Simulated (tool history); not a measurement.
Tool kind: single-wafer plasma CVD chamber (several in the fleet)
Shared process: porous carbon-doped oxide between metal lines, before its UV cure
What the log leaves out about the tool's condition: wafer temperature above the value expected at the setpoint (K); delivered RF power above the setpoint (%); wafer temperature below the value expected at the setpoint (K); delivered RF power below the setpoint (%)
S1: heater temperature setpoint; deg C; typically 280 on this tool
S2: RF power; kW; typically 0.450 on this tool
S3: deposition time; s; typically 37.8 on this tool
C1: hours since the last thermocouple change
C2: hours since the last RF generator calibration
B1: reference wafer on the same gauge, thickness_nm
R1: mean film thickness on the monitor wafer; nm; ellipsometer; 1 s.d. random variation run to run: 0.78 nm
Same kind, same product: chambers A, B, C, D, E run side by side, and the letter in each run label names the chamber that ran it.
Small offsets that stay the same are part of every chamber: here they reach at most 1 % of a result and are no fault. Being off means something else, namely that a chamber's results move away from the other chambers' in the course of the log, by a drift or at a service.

run	hour	S1	S2	S3	C1	C2	B1	R1
1A	3.7	280	0.450	37.8	824.1	202.6	205.91	212.20
2D	10.6	280	0.450	37.8	379.8	814.0	205.80	211.04
3E	16.0	280	0.450	37.8	581.5	1209.7	205.92	214.51
4C	22.3	280	0.450	37.8	1089.5	665.4	205.91	213.72
5B	27.5	280	0.450	37.8	925.8	219.2	205.92	211.61
6A	35.4	280	0.450	37.8	855.8	234.3	206.12	210.89
7E	39.3	280	0.450	37.8	604.8	1233.0	205.93	214.77
8C	43.1	280	0.450	37.8	1110.3	686.2	206.14	213.56
9D	50.0	280	0.450	37.8	419.2	853.4	205.97	211.42
10B	56.6	280	0.450	37.8	954.9	248.3	206.00	211.15
11E	64.2	280	0.450	37.8	629.7	1257.9	205.99	213.93
12A	71.1	280	0.450	37.8	891.5	270.0	206.04	213.51
13B	76.6	280	0.450	37.8	974.9	268.3	205.90	212.81
14C	82.2	280	0.450	37.8	1149.4	725.3	205.95	215.15
15D	89.6	280	0.450	37.8	458.8	893.0	206.05	211.89
16D	96.9	280	0.450	37.8	466.1	900.3	205.82	211.60
17C	101.5	280	0.450	37.8	1168.7	744.6	205.85	212.83
18B	105.3	280	0.450	37.8	1003.6	297.0	206.15	212.14
19E	112.6	280	0.535	45.0	678.1	1306.3	205.89	282.67
20A	117.6	280	0.535	45.0	938.0	316.5	205.99	283.25
21B	122.6	280	0.535	45.0	1020.9	314.3	205.98	282.84
22E	127.1	280	0.535	45.0	692.6	1320.8	206.02	280.95
23C	134.4	280	0.535	45.0	1201.6	777.5	206.03	286.69
24D	140.2	280	0.450	37.8	509.4	943.6	206.25	212.14
25A	147.4	280	0.450	37.8	967.8	346.3	206.09	213.54
26D	155.1	280	0.450	37.8	524.3	958.5	205.84	212.45
27C	160.1	280	0.450	37.8	1227.3	803.2	205.75	215.19
28E	165.1	280	0.370	37.8	730.6	1358.8	205.89	178.86
29A	168.6	280	0.370	37.8	989.0	367.5	206.09	181.93
30B	176.1	280	0.370	37.8	1074.4	367.8	205.99	182.46
31E	181.2	280	0.370	37.8	746.7	1374.9	205.96	178.66
32B	188.7	280	0.370	37.8	1087.0	380.4	206.06	184.60
33C	195.4	280	0.450	37.8	1262.6	838.5	206.22	213.57

Is one chamber out of step, is the gauge drifting, or do the chambers differ by no more than their own small offsets? For an off chamber, give its letter and the likeliest cause.

One chamber, E, drifts off from the rest bit by bit.
Likeliest cause: wafer temperature above the value expected at the setpoint (K) = 6.2.
From this log alone, it may not be told apart from: delivered RF power below the setpoint (%).

Which of the 4 candidates below, each the usual settings with something changed and its results left as question marks, puts chamber E back in line with what the other chambers give on the usual settings?
In line means no further than this from the other chambers' mean on the usual settings: R1 2.70 nm
34E-1	201.1	280	0.455	38.6				?
34E-2	201.1	280	0.450	38.1				?
34E-3	201.1	280	0.450	36.6				?
34E-4	201.1	280	0.450	37.5				?

Average result of the remaining chambers running the usual settings: R1 212.67 nm
run	R1
34E-1	212.20
34E-2	207.77
34E-3	199.80
34E-4	204.58
With 34E-1, the chamber falls back in line with the rest.
